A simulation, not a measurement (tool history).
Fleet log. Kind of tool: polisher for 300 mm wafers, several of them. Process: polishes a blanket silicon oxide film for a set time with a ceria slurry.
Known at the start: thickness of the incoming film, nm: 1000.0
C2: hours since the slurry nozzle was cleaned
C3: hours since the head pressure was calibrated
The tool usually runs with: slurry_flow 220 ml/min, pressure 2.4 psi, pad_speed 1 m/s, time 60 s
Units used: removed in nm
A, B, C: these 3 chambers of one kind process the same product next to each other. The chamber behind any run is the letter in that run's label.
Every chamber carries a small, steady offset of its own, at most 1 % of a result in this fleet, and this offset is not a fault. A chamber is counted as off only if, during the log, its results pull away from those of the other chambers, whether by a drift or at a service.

{"run": "1C", "hour": 2.9, "slurry_flow": 220, "pressure": 2.4, "pad_speed": 1, "time": 60, "wafers polished on this pad": 1337, "C2": 227.6, "C3": 122.3, "removed": 204.91}
{"hour": 4.9, "done": "chamber C: worn pad replaced by a new one"}
{"hour": 5.7, "done": "chamber A: worn pad replaced by a new one"}
{"run": "2A", "hour": 7.2, "slurry_flow": 220, "pressure": 2.4, "pad_speed": 1, "time": 60, "wafers polished on this pad": 16, "C2": 189.8, "C3": 108.7, "removed": 207.44}
{"run": "3B", "hour": 9.8, "slurry_flow": 220, "pressure": 2.4, "pad_speed": 1, "time": 60, "wafers polished on this pad": 826, "C2": 455.2, "C3": 341.9, "removed": 211.3}
{"run": "4B", "hour": 14.5, "slurry_flow": 220, "pressure": 2.4, "pad_speed": 1, "time": 60, "wafers polished on this pad": 878, "C2": 459.9, "C3": 346.6, "removed": 211.2}
{"run": "5A", "hour": 19.0, "slurry_flow": 220, "pressure": 2.4, "pad_speed": 1, "time": 60, "wafers polished on this pad": 147, "C2": 201.6, "C3": 120.5, "removed": 204.33}
{"run": "6C", "hour": 21.8, "slurry_flow": 220, "pressure": 2.4, "pad_speed": 1, "time": 60, "wafers polished on this pad": 187, "C2": 246.5, "C3": 141.2, "removed": 205.48}
{"run": "7B", "hour": 24.4, "slurry_flow": 220, "pressure": 2.4, "pad_speed": 1, "time": 60, "wafers polished on this pad": 988, "C2": 469.8, "C3": 356.5, "removed": 206.24}
{"run": "8A", "hour": 28.0, "slurry_flow": 220, "pressure": 2.4, "pad_speed": 1, "time": 41, "wafers polished on this pad": 247, "C2": 210.6, "C3": 129.5, "removed": 140.99}
{"run": "9C", "hour": 32.2, "slurry_flow": 220, "pressure": 2.4, "pad_speed": 1, "time": 41, "wafers polished on this pad": 303, "C2": 256.9, "C3": 151.6, "removed": 141.46}
{"run": "10A", "hour": 37.0, "slurry_flow": 220, "pressure": 2.4, "pad_speed": 1, "time": 41, "wafers polished on this pad": 347, "C2": 219.6, "C3": 138.5, "removed": 143.77}
{"run": "11C", "hour": 39.3, "slurry_flow": 220, "pressure": 2.4, "pad_speed": 1, "time": 60, "wafers polished on this pad": 381, "C2": 264.0, "C3": 158.7, "removed": 203.8}
{"run": "12B", "hour": 42.4, "slurry_flow": 220, "pressure": 2.4, "pad_speed": 1, "time": 60, "wafers polished on this pad": 1187, "C2": 487.8, "C3": 374.5, "removed": 209.44}
{"run": "13A", "hour": 47.2, "slurry_flow": 220, "pressure": 2.4, "pad_speed": 1, "time": 60, "wafers polished on this pad": 460, "C2": 229.8, "C3": 148.7, "removed": 205.51}
{"run": "14B", "hour": 50.5, "slurry_flow": 220, "pressure": 2.4, "pad_speed": 1, "time": 60, "wafers polished on this pad": 1277, "C2": 495.9, "C3": 382.6, "removed": 207.75}
{"run": "15C", "hour": 53.6, "slurry_flow": 220, "pressure": 2.4, "pad_speed": 1, "time": 60, "wafers polished on this pad": 540, "C2": 278.3, "C3": 173.0, "removed": 203.76}
{"run": "16B", "hour": 56.8, "slurry_flow": 220, "pressure": 2.4, "pad_speed": 1, "time": 60, "wafers polished on this pad": 1347, "C2": 502.2, "C3": 388.9, "removed": 202.74}
{"run": "17C", "hour": 59.0, "slurry_flow": 220, "pressure": 2.4, "pad_speed": 1, "time": 60, "wafers polished on this pad": 600, "C2": 283.7, "C3": 178.4, "removed": 202.87}
{"run": "18A", "hour": 63.4, "slurry_flow": 220, "pressure": 2.4, "pad_speed": 1, "time": 60, "wafers polished on this pad": 640, "C2": 246.0, "C3": 164.9, "removed": 202.4}
{"run": "19C", "hour": 66.2, "slurry_flow": 220, "pressure": 2.4, "pad_speed": 1, "time": 60, "wafers polished on this pad": 680, "C2": 290.9, "C3": 185.6, "removed": 200.19}
{"run": "20A", "hour": 69.9, "slurry_flow": 220, "pressure": 2.4, "pad_speed": 1, "time": 77, "wafers polished on this pad": 712, "C2": 252.5, "C3": 171.4, "removed": 265.38}
{"run": "21B", "hour": 73.4, "slurry_flow": 220, "pressure": 2.4, "pad_speed": 1, "time": 77, "wafers polished on this pad": 1532, "C2": 518.8, "C3": 405.5, "removed": 251.56}
{"run": "22C", "hour": 76.8, "slurry_flow": 220, "pressure": 2.4, "pad_speed": 1, "time": 77, "wafers polished on this pad": 798, "C2": 301.5, "C3": 196.2, "removed": 259.52}
{"hour": 78.5, "done": "chamber A: worn pad replaced by a new one"}
{"run": "23A", "hour": 80.3, "slurry_flow": 220, "pressure": 2.4, "pad_speed": 1, "time": 60, "wafers polished on this pad": 20, "C2": 262.9, "C3": 181.8, "removed": 204.48}
{"run": "24B", "hour": 84.2, "slurry_flow": 220, "pressure": 2.4, "pad_speed": 1, "time": 60, "wafers polished on this pad": 1652, "C2": 529.6, "C3": 416.3, "removed": 195.27}
{"run": "25B", "hour": 87.0, "slurry_flow": 220, "pressure": 2.4, "pad_speed": 1, "time": 60, "wafers polished on this pad": 1683, "C2": 532.4, "C3": 419.1, "removed": 195.07}
{"run": "26A", "hour": 89.8, "slurry_flow": 220, "pressure": 2.4, "pad_speed": 1, "time": 60, "wafers polished on this pad": 125, "C2": 272.4, "C3": 191.3, "removed": 207.39}
{"run": "27C", "hour": 92.8, "slurry_flow": 220, "pressure": 1.6, "pad_speed": 1, "time": 43, "wafers polished on this pad": 975, "C2": 317.5, "C3": 212.2, "removed": 96.847}
{"run": "28A", "hour": 97.3, "slurry_flow": 220, "pressure": 1.6, "pad_speed": 1, "time": 43, "wafers polished on this pad": 209, "C2": 279.9, "C3": 198.8, "removed": 99.589}
{"run": "29C", "hour": 100.1, "slurry_flow": 220, "pressure": 1.6, "pad_speed": 1, "time": 43, "wafers polished on this pad": 1056, "C2": 324.8, "C3": 219.5, "removed": 97.716}
{"run": "30B", "hour": 102.8, "slurry_flow": 220, "pressure": 2.4, "pad_speed": 1, "time": 60, "wafers polished on this pad": 1858, "C2": 548.2, "C3": 434.9, "removed": 193.28}
{"run": "31C", "hour": 107.6, "slurry_flow": 220, "pressure": 2.4, "pad_speed": 1, "time": 60, "wafers polished on this pad": 1140, "C2": 332.3, "C3": 227.0, "removed": 205.51}
{"hour": 107.8, "done": "chamber B: slurry nozzle cleaned"}
{"run": "32A", "hour": 110.9, "slurry_flow": 220, "pressure": 2.4, "pad_speed": 1, "time": 60, "wafers polished on this pad": 360, "C2": 293.5, "C3": 212.4, "removed": 202.13}
{"run": "33B", "hour": 115.6, "slurry_flow": 220, "pressure": 2.4, "pad_speed": 1, "time": 60, "wafers polished on this pad": 2000, "C2": 7.8, "C3": 447.7, "removed": 190.64}

What goes on in this fleet: one chamber off, a drifting gauge, or nothing beyond the chambers' own small offsets? Name the chamber and the cause, if any.

Little by little, chamber B moves away from the other chambers.
What lies behind it: removal rate lost through wear of the pad, % = 9.32.
From this log alone, it may not be told apart from: head's pressure below its setpoint, %.

Chamber B could run next with any of the 4 candidate recipes listed below; each alters the usual settings, and their results appear as question marks. Which one brings its results back in line with what the other chambers deliver on the usual settings?
In line means no further than this from the other chambers' mean on the usual settings: removed 9.100 nm
{"run": "34B-1", "hour": 119.1, "slurry_flow": 220, "pressure": 2.4, "pad_speed": 1.0, "time": 72, "removed": "?"}
{"run": "34B-2", "hour": 119.1, "slurry_flow": 215, "pressure": 2.4, "pad_speed": 0.82, "time": 60, "removed": "?"}
{"run": "34B-3", "hour": 119.1, "slurry_flow": 220, "pressure": 2.4, "pad_speed": 1.0, "time": 66, "removed": "?"}
{"run": "34B-4", "hour": 119.1, "slurry_flow": 220, "pressure": 2.3, "pad_speed": 0.98, "time": 59, "removed": "?"}

The mean the other chambers reach with the usual settings: removed 206.440 nm
run=34B-1 removed=226.420
run=34B-2 removed=153.910
run=34B-3 removed=207.550
run=34B-4 removed=174.150
Change 34B-3 lands the chamber within the allowed miss of the other chambers.
